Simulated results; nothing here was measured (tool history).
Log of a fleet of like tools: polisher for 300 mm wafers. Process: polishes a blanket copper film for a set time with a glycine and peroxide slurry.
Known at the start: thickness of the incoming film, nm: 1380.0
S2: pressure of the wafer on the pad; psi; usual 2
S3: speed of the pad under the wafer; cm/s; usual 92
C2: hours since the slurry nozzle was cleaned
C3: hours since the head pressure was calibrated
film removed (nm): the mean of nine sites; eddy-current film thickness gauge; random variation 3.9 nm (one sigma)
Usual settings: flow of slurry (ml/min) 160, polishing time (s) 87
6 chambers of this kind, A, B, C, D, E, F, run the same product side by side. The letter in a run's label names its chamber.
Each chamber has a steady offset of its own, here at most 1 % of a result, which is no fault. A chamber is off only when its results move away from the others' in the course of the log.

At hour 7.4: chamber C: worn pad replaced by a new one.
Run 1C, hour 12.2: usual settings; wafers polished on this pad 27; C2 449.9; C3 96.8. Result: film removed (nm) 352.74.
At hour 14.8: chamber E: worn pad replaced by a new one.
Run 2A, hour 23.1: usual settings; wafers polished on this pad 602; C2 282.1; C3 950.9. Result: film removed (nm) 345.56.
At hour 26.2: chamber D: head pressure recalibrated.
Run 3E, hour 30.1: usual settings; wafers polished on this pad 85; C2 313.2; C3 1082.7. Result: film removed (nm) 358.31.
Run 4B, hour 43.2: usual settings; wafers polished on this pad 447; C2 79; C3 122.1. Result: film removed (nm) 349.49.
At hour 50.3: chamber A: worn pad replaced by a new one.
Run 5F, hour 53.5: usual settings; wafers polished on this pad 466; C2 160.5; C3 283.2. Result: film removed (nm) 344.7.
Run 6D, hour 62.7: usual settings; wafers polished on this pad 477; C2 77.3; C3 36.6. Result: film removed (nm) 357.29.
Run 7E, hour 77.1: usual settings; wafers polished on this pad 347; C2 360.2; C3 1129.7. Result: film removed (nm) 357.
Run 8F, hour 91.1: usual settings; wafers polished on this pad 675; C2 198.1; C3 320.8. Result: film removed (nm) 354.73.
At hour 91.6: chamber F: head pressure recalibrated.
Run 9C, hour 100: usual settings; wafers polished on this pad 516; C2 537.7; C3 184.6. Result: film removed (nm) 355.47.
Run 10A, hour 110: usual settings but polishing time (s) 103; wafers polished on this pad 333; C2 369; C3 1037.8. Result: film removed (nm) 414.19.
Run 11B, hour 117.1: usual settings but polishing time (s) 103; wafers polished on this pad 859; C2 152.9; C3 196. Result: film removed (nm) 417.41.
At hour 118: chamber E: worn pad replaced by a new one.
At hour 128.5: chamber F: worn pad replaced by a new one.
At hour 129.8: chamber C: worn pad replaced by a new one.
Run 12D, hour 130.5: usual settings but polishing time (s) 103; wafers polished on this pad 855; C2 145.1; C3 104.4. Result: film removed (nm) 422.04.
Run 13F, hour 142.7: usual settings but polishing time (s) 103; wafers polished on this pad 79; C2 249.7; C3 51.2. Result: film removed (nm) 408.04.
At hour 144.6: chamber A: slurry nozzle cleaned.
Run 14A, hour 149.7: usual settings but polishing time (s) 103; wafers polished on this pad 554; C2 5.2; C3 1077.5. Result: film removed (nm) 417.36.
Run 15E, hour 158.4: usual settings but polishing time (s) 103; wafers polished on this pad 225; C2 441.5; C3 1211. Result: film removed (nm) 409.94.
Run 16C, hour 167: usual settings but S2 1.6 psi; wafers polished on this pad 207; C2 604.7; C3 251.6. Result: film removed (nm) 296.19.
At hour 169.4: chamber A: head pressure recalibrated.
Run 17D, hour 176.4: usual settings but S2 1.6 psi; wafers polished on this pad 1111; C2 191; C3 150.3. Result: film removed (nm) 299.58.
At hour 178.1: chamber B: worn pad replaced by a new one.
At hour 180.9: chamber A: worn pad replaced by a new one.
At hour 181: chamber D: slurry nozzle cleaned.
Run 18B, hour 190.6: usual settings but S2 1.6 psi; wafers polished on this pad 69; C2 226.4; C3 269.5. Result: film removed (nm) 299.09.
At hour 197.5: chamber F: slurry nozzle cleaned.
Run 19A, hour 202.4: usual settings but S2 1.6 psi; wafers polished on this pad 120; C2 57.9; C3 33. Result: film removed (nm) 301.48.
Run 20C, hour 211.7: usual settings but S2 1.6 psi; wafers polished on this pad 456; C2 649.4; C3 296.3. Result: film removed (nm) 293.08.
At hour 219.2: chamber E: worn pad replaced by a new one.
Run 21F, hour 220.4: usual settings but S2 1.6 psi; wafers polished on this pad 512; C2 22.9; C3 128.9. Result: film removed (nm) 298.71.
At hour 229.3: chamber D: worn pad replaced by a new one.
Run 22E, hour 229.7: usual settings; wafers polished on this pad 59; C2 512.8; C3 1282.3. Result: film removed (nm) 344.07.
Run 23D, hour 240.5: usual settings but S2 1.8 psi; wafers polished on this pad 62; C2 59.5; C3 214.4. Result: film removed (nm) 325.9.
Run 24B, hour 251: usual settings but S2 1.8 psi; wafers polished on this pad 406; C2 286.8; C3 329.9. Result: film removed (nm) 326.33.
Run 25C, hour 261.9: usual settings but S2 1.8 psi; wafers polished on this pad 736; C2 699.6; C3 346.5. Result: film removed (nm) 324.67.
At hour 262.7: chamber C: worn pad replaced by a new one.
At hour 267.8: chamber C: slurry nozzle cleaned.
At hour 272.1: chamber E: head pressure recalibrated.
Run 26F, hour 274.4: usual settings but S2 1.8 psi; wafers polished on this pad 813; C2 76.9; C3 182.9. Result: film removed (nm) 321.48.
Run 27D, hour 285: usual settings but S2 1.8 psi; wafers polished on this pad 310; C2 104; C3 258.9. Result: film removed (nm) 323.91.
At hour 286.3: chamber F: worn pad replaced by a new one.
Run 28E, hour 297.4: usual settings but S2 1.8 psi; wafers polished on this pad 436; C2 580.5; C3 25.4. Result: film removed (nm) 317.02.
Run 29A, hour 309.6: usual settings; wafers polished on this pad 717; C2 165.1; C3 140.2. Result: film removed (nm) 350.64.
At hour 311.7: chamber A: worn pad replaced by a new one.
At hour 317.5: chamber E: worn pad replaced by a new one.
Run 30B, hour 324.2: usual settings; wafers polished on this pad 814; C2 360; C3 403.1. Result: film removed (nm) 356.63.
Run 31D, hour 336: usual settings but flow of slurry (ml/min) 125, S3 106 cm/s; wafers polished on this pad 594; C2 155; C3 309.9. Result: film removed (nm) 372.06.
Run 32E, hour 346: usual settings but flow of slurry (ml/min) 125, S3 106 cm/s; wafers polished on this pad 159; C2 629.1; C3 74. Result: film removed (nm) 349.04.
Run 33F, hour 353.2: usual settings but flow of slurry (ml/min) 125, S3 106 cm/s; wafers polished on this pad 373; C2 155.7; C3 261.7. Result: film removed (nm) 374.04.
Run 34A, hour 364.7: usual settings but flow of slurry (ml/min) 125, S3 106 cm/s; wafers polished on this pad 295; C2 220.2; C3 195.3. Result: film removed (nm) 373.38.
At hour 373.8: chamber C: worn pad replaced by a new one.
Run 35C, hour 373.9: usual settings but flow of slurry (ml/min) 125, S3 106 cm/s; wafers polished on this pad 0; C2 106.1; C3 458.5. Result: film removed (nm) 373.18.
Run 36B, hour 388.6: usual settings but flow of slurry (ml/min) 125, S3 106 cm/s; wafers polished on this pad 1173; C2 424.4; C3 467.5. Result: film removed (nm) 375.83.
At hour 390.9: chamber B: slurry nozzle cleaned.
At hour 393.8: chamber B: worn pad replaced by a new one.
Run 37D, hour 398.9: usual settings; wafers polished on this pad 945; C2 217.9; C3 372.8. Result: film removed (nm) 351.83.
Run 38B, hour 407.5: usual settings; wafers polished on this pad 76; C2 16.6; C3 486.4. Result: film removed (nm) 352.54.

Next, every chamber runs the same settings. What will each give?
Run 39A, hour 418.1: usual settings but S2 2.4 psi. Result: film removed (nm) ?.
Run 39B, hour 418.1: usual settings but S2 2.4 psi. Result: film removed (nm) ?.
Run 39C, hour 418.1: usual settings but S2 2.4 psi. Result: film removed (nm) ?.
Run 39D, hour 418.1: usual settings but S2 2.4 psi. Result: film removed (nm) ?.
Run 39E, hour 418.1: usual settings but S2 2.4 psi. Result: film removed (nm) ?.
Run 39F, hour 418.1: usual settings but S2 2.4 psi. Result: film removed (nm) ?.

run  film removed (nm)
39A             398.46
39B              412.3
39C              405.3
39D             404.84
39E             363.54
39F             403.44
